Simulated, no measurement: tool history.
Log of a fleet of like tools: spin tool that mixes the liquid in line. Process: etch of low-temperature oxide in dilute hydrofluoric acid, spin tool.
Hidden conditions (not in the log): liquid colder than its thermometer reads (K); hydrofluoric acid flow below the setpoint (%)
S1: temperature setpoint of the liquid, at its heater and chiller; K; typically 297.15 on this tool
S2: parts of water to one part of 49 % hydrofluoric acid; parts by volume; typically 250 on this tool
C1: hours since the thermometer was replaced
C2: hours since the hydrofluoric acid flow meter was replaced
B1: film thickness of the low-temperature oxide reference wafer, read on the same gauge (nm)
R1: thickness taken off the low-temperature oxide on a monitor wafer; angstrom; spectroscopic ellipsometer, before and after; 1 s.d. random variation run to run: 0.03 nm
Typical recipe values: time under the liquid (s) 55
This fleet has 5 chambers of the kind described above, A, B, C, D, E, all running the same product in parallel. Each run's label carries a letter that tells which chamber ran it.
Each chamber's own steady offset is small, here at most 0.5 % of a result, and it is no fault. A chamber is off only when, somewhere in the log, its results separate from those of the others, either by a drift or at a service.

run 1D hour=5.8 | S1=297.15 S2=250 time_under_the_liquid_(s)=55 | C1=549.1 C2=196.1 | B1=140.03 | R1=39.005
run 2B hour=13.4 | S1=297.15 S2=250 time_under_the_liquid_(s)=55 | C1=676.3 C2=223.3 | B1=140.03 | R1=39.379
run 3A hour=19.9 | S1=297.15 S2=250 time_under_the_liquid_(s)=55 | C1=210.6 C2=1241.9 | B1=140.03 | R1=39
run 4E hour=24.5 | S1=297.15 S2=250 time_under_the_liquid_(s)=55 | C1=1919.5 C2=1525.8 | B1=140.02 | R1=39.077
run 5C hour=29.6 | S1=301.15 S2=250 time_under_the_liquid_(s)=85 | C1=2131.4 C2=1920.9 | B1=139.97 | R1=69.596
run 6E hour=34.1 | S1=301.15 S2=250 time_under_the_liquid_(s)=85 | C1=1929.1 C2=1535.4 | B1=140 | R1=69.22
run 7B hour=38.8 | S1=301.15 S2=250 time_under_the_liquid_(s)=85 | C1=701.7 C2=248.7 | B1=140.01 | R1=69.36
run 8D hour=45.5 | S1=301.15 S2=250 time_under_the_liquid_(s)=85 | C1=588.8 C2=235.8 | B1=140 | R1=69.849
run 9C hour=52.3 | S1=301.15 S2=250 time_under_the_liquid_(s)=85 | C1=2154.1 C2=1943.6 | B1=140 | R1=69.812
run 10A hour=56.5 | S1=297.15 S2=250 time_under_the_liquid_(s)=55 | C1=247.2 C2=1278.5 | B1=140 | R1=38.894
run 11A hour=64.3 | S1=297.15 S2=250 time_under_the_liquid_(s)=55 | C1=255 C2=1286.3 | B1=139.99 | R1=38.984
run 12D hour=72 | S1=297.15 S2=250 time_under_the_liquid_(s)=55 | C1=615.3 C2=262.3 | B1=140.02 | R1=38.813
run 13B hour=76.1 | S1=297.15 S2=250 time_under_the_liquid_(s)=55 | C1=739 C2=286 | B1=139.97 | R1=39.024
run 14E hour=81.7 | S1=297.15 S2=250 time_under_the_liquid_(s)=80 | C1=1976.7 C2=1583 | B1=140.01 | R1=56.981
run 15C hour=86.6 | S1=297.15 S2=250 time_under_the_liquid_(s)=80 | C1=2188.4 C2=1977.9 | B1=139.98 | R1=56.771
run 16D hour=92 | S1=297.15 S2=250 time_under_the_liquid_(s)=80 | C1=635.3 C2=282.3 | B1=139.99 | R1=56.816
run 17E hour=98.7 | S1=297.15 S2=250 time_under_the_liquid_(s)=80 | C1=1993.7 C2=1600 | B1=140 | R1=56.535
run 18C hour=106.1 | S1=297.15 S2=250 time_under_the_liquid_(s)=80 | C1=2207.9 C2=1997.4 | B1=139.98 | R1=57.402
run 19A hour=112.2 | S1=297.15 S2=330 time_under_the_liquid_(s)=40 | C1=302.9 C2=1334.2 | B1=139.97 | R1=20.069
run 20B hour=119.4 | S1=297.15 S2=330 time_under_the_liquid_(s)=40 | C1=782.3 C2=329.3 | B1=140.04 | R1=19.582
run 21D hour=127.2 | S1=297.15 S2=330 time_under_the_liquid_(s)=40 | C1=670.5 C2=317.5 | B1=140.04 | R1=19.744
run 22E hour=132.4 | S1=297.15 S2=330 time_under_the_liquid_(s)=40 | C1=2027.4 C2=1633.7 | B1=140.01 | R1=20.096
run 23C hour=138.9 | S1=297.15 S2=330 time_under_the_liquid_(s)=40 | C1=2240.7 C2=2030.2 | B1=140 | R1=19.718
run 24A hour=147.2 | S1=297.15 S2=250 time_under_the_liquid_(s)=55 | C1=337.9 C2=1369.2 | B1=140.04 | R1=39.047
run 25B hour=154 | S1=297.15 S2=250 time_under_the_liquid_(s)=55 | C1=816.9 C2=363.9 | B1=139.99 | R1=37.844
run 26D hour=161.8 | S1=297.15 S2=250 time_under_the_liquid_(s)=55 | C1=705.1 C2=352.1 | B1=139.99 | R1=38.888
run 27A hour=168.8 | S1=297.15 S2=250 time_under_the_liquid_(s)=55 | C1=359.5 C2=1390.8 | B1=140 | R1=39.346
run 28B hour=174.9 | S1=297.15 S2=250 time_under_the_liquid_(s)=55 | C1=837.8 C2=384.8 | B1=140.06 | R1=37.31
run 29E hour=182.5 | S1=297.15 S2=250 time_under_the_liquid_(s)=55 | C1=2077.5 C2=1683.8 | B1=140.05 | R1=39.247
run 30C hour=189 | S1=297.15 S2=250 time_under_the_liquid_(s)=55 | C1=2290.8 C2=2080.3 | B1=140 | R1=39.138
run 31E hour=196.1 | S1=297.15 S2=250 time_under_the_liquid_(s)=70 | C1=2091.1 C2=1697.4 | B1=140.01 | R1=49.047
run 32A hour=200.6 | S1=297.15 S2=250 time_under_the_liquid_(s)=70 | C1=391.3 C2=1422.6 | B1=139.98 | R1=49.285
-- hour=205.1 chamber C: hydrofluoric acid flow meter replaced
run 33C hour=207.2 | S1=297.15 S2=250 time_under_the_liquid_(s)=70 | C1=2309 C2=2.1 | B1=139.97 | R1=50.21
run 34B hour=213.8 | S1=297.15 S2=250 time_under_the_liquid_(s)=70 | C1=876.7 C2=423.7 | B1=139.98 | R1=47.124
-- hour=220.9 chamber A: hydrofluoric acid flow meter replaced
run 35D hour=221.3 | S1=297.15 S2=250 time_under_the_liquid_(s)=70 | C1=764.6 C2=411.6 | B1=140.03 | R1=50.074
run 36E hour=227 | S1=297.15 S2=250 time_under_the_liquid_(s)=55 | C1=2122 C2=1728.3 | B1=140 | R1=39.124
run 37B hour=231.9 | S1=297.15 S2=250 time_under_the_liquid_(s)=55 | C1=894.8 C2=441.8 | B1=140 | R1=36.9
run 38D hour=239.2 | S1=297.15 S2=250 time_under_the_liquid_(s)=55 | C1=782.5 C2=429.5 | B1=140 | R1=38.681
run 39C hour=245.3 | S1=297.15 S2=250 time_under_the_liquid_(s)=55 | C1=2347.1 C2=40.2 | B1=139.95 | R1=38.836
run 40A hour=252.7 | S1=297.15 S2=150 time_under_the_liquid_(s)=55 | C1=443.4 C2=31.8 | B1=139.99 | R1=72.531
run 41D hour=260.3 | S1=297.15 S2=150 time_under_the_liquid_(s)=55 | C1=803.6 C2=450.6 | B1=140.03 | R1=72.165
run 42B hour=266.7 | S1=297.15 S2=150 time_under_the_liquid_(s)=55 | C1=929.6 C2=476.6 | B1=140.01 | R1=66.132
run 43C hour=275 | S1=297.15 S2=150 time_under_the_liquid_(s)=55 | C1=2376.8 C2=69.9 | B1=139.97 | R1=73.958
run 44E hour=281.5 | S1=297.15 S2=150 time_under_the_liquid_(s)=55 | C1=2176.5 C2=1782.8 | B1=140.01 | R1=72.384

The same settings go to every chamber for the next run, one line per chamber below. Forecast the results for each:
run 45A hour=287.5 | S1=297.15 S2=250 time_under_the_liquid_(s)=55 | R1=?
run 45B hour=287.5 | S1=297.15 S2=250 time_under_the_liquid_(s)=55 | R1=?
run 45C hour=287.5 | S1=297.15 S2=250 time_under_the_liquid_(s)=55 | R1=?
run 45D hour=287.5 | S1=297.15 S2=250 time_under_the_liquid_(s)=55 | R1=?
run 45E hour=287.5 | S1=297.15 S2=250 time_under_the_liquid_(s)=55 | R1=?

run=45A R1=39.38
run=45B R1=35.102
run=45C R1=38.927
run=45D R1=39.379
run=45E R1=39.138

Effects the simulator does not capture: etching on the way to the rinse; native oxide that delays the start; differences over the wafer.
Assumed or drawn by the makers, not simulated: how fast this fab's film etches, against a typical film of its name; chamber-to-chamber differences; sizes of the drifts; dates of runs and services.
